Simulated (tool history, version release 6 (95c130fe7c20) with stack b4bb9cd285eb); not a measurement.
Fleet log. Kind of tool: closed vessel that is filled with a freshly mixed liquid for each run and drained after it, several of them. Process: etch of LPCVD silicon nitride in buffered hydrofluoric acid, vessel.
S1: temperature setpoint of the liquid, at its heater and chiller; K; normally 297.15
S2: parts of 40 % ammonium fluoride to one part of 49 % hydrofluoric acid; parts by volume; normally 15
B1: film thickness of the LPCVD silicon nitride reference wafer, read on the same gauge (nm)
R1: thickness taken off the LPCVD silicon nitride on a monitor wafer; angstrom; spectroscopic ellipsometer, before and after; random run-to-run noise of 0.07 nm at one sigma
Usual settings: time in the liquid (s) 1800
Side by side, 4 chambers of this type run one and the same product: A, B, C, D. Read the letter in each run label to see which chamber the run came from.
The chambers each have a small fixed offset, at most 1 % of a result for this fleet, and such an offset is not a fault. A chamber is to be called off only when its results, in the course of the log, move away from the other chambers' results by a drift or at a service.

Run 1B, day 0.562: usual settings; B1 80.015. Result: R1 160.63 angstrom.
Run 2A, day 1.079: usual settings; B1 79.953. Result: R1 161.96 angstrom.
Run 3D, day 1.629: usual settings; B1 79.992. Result: R1 161.95 angstrom.
Run 4C, day 2.233: usual settings; B1 80.011. Result: R1 162.07 angstrom.
Run 5C, day 2.554: usual settings; B1 80.002. Result: R1 163.36 angstrom.
Run 6D, day 2.908: usual settings; B1 79.998. Result: R1 161.34 angstrom.
At day 3.321: chamber B: thermometer replaced.
Run 7B, day 3.342: usual settings; B1 79.992. Result: R1 160.41 angstrom.
Run 8A, day 3.846: usual settings; B1 80.012. Result: R1 162.63 angstrom.
Run 9C, day 4.196: usual settings but S1 294.15 K, time in the liquid (s) 2715; B1 79.98. Result: R1 206.29 angstrom.
Run 10B, day 4.788: usual settings but S1 294.15 K, time in the liquid (s) 2715; B1 80.002. Result: R1 206.01 angstrom.
Run 11A, day 5.204: usual settings but S1 294.15 K, time in the liquid (s) 2715; B1 79.99. Result: R1 207.28 angstrom.
Run 12D, day 5.867: usual settings but S1 294.15 K, time in the liquid (s) 2715; B1 80.005. Result: R1 207.64 angstrom.
Run 13C, day 6.458: usual settings; B1 79.99. Result: R1 163.64 angstrom.
Run 14B, day 6.825: usual settings; B1 79.997. Result: R1 159.89 angstrom.
Run 15D, day 7.496: usual settings; B1 79.995. Result: R1 165.25 angstrom.
Run 16A, day 7.892: usual settings; B1 79.992. Result: R1 161.12 angstrom.
Run 17A, day 8.188: usual settings; B1 80.018. Result: R1 162.75 angstrom.
Run 18C, day 8.767: usual settings but S2 19 parts by volume; B1 80.005. Result: R1 128.64 angstrom.
Run 19D, day 9.071: usual settings but S2 19 parts by volume; B1 79.985. Result: R1 129.69 angstrom.
At day 9.162: chamber C: thermometer replaced.
Run 20B, day 9.458: usual settings but S2 19 parts by volume; B1 79.993. Result: R1 127.38 angstrom.
Run 21A, day 9.942: usual settings but S2 19 parts by volume; B1 80.012. Result: R1 128.83 angstrom.
Run 22C, day 10.379: usual settings; B1 80.011. Result: R1 163.3 angstrom.
Run 23D, day 10.704: usual settings; B1 80.002. Result: R1 164.33 angstrom.
Run 24B, day 11.138: usual settings; B1 79.996. Result: R1 161.62 angstrom.

Is one chamber off against the others, does the gauge drift, or is nothing wrong? If a chamber is off, say which, and what the likeliest cause is.

It is chamber D that slowly wanders off from its peers.
Most likely cause: hydrofluoric acid flow above the setpoint (%) = 2.57.
With only this log, it may be confused with: liquid hotter than its thermometer reads (K).

Which of the 4 candidates below, each the usual settings with something changed and its results left as question marks, puts chamber D back in line with what the other chambers give on the usual settings?
In line means no further than this from the other chambers' mean on the usual settings: R1 2.5 angstrom
Run 25D-1, day 11.625: usual settings but time in the liquid (s) 1715. Result: R1 ?.
Run 25D-2, day 11.625: usual settings but time in the liquid (s) 1830. Result: R1 ?.
Run 25D-3, day 11.625: usual settings but time in the liquid (s) 1885. Result: R1 ?.
Run 25D-4, day 11.625: usual settings but time in the liquid (s) 1765. Result: R1 ?.

On the usual settings, the other chambers give on average: R1 162.01 angstrom
  run      R1
25D-1   157.7
25D-2  168.28
25D-3  173.34
25D-4   162.3
25D-4 puts the chamber back in line with the other chambers.
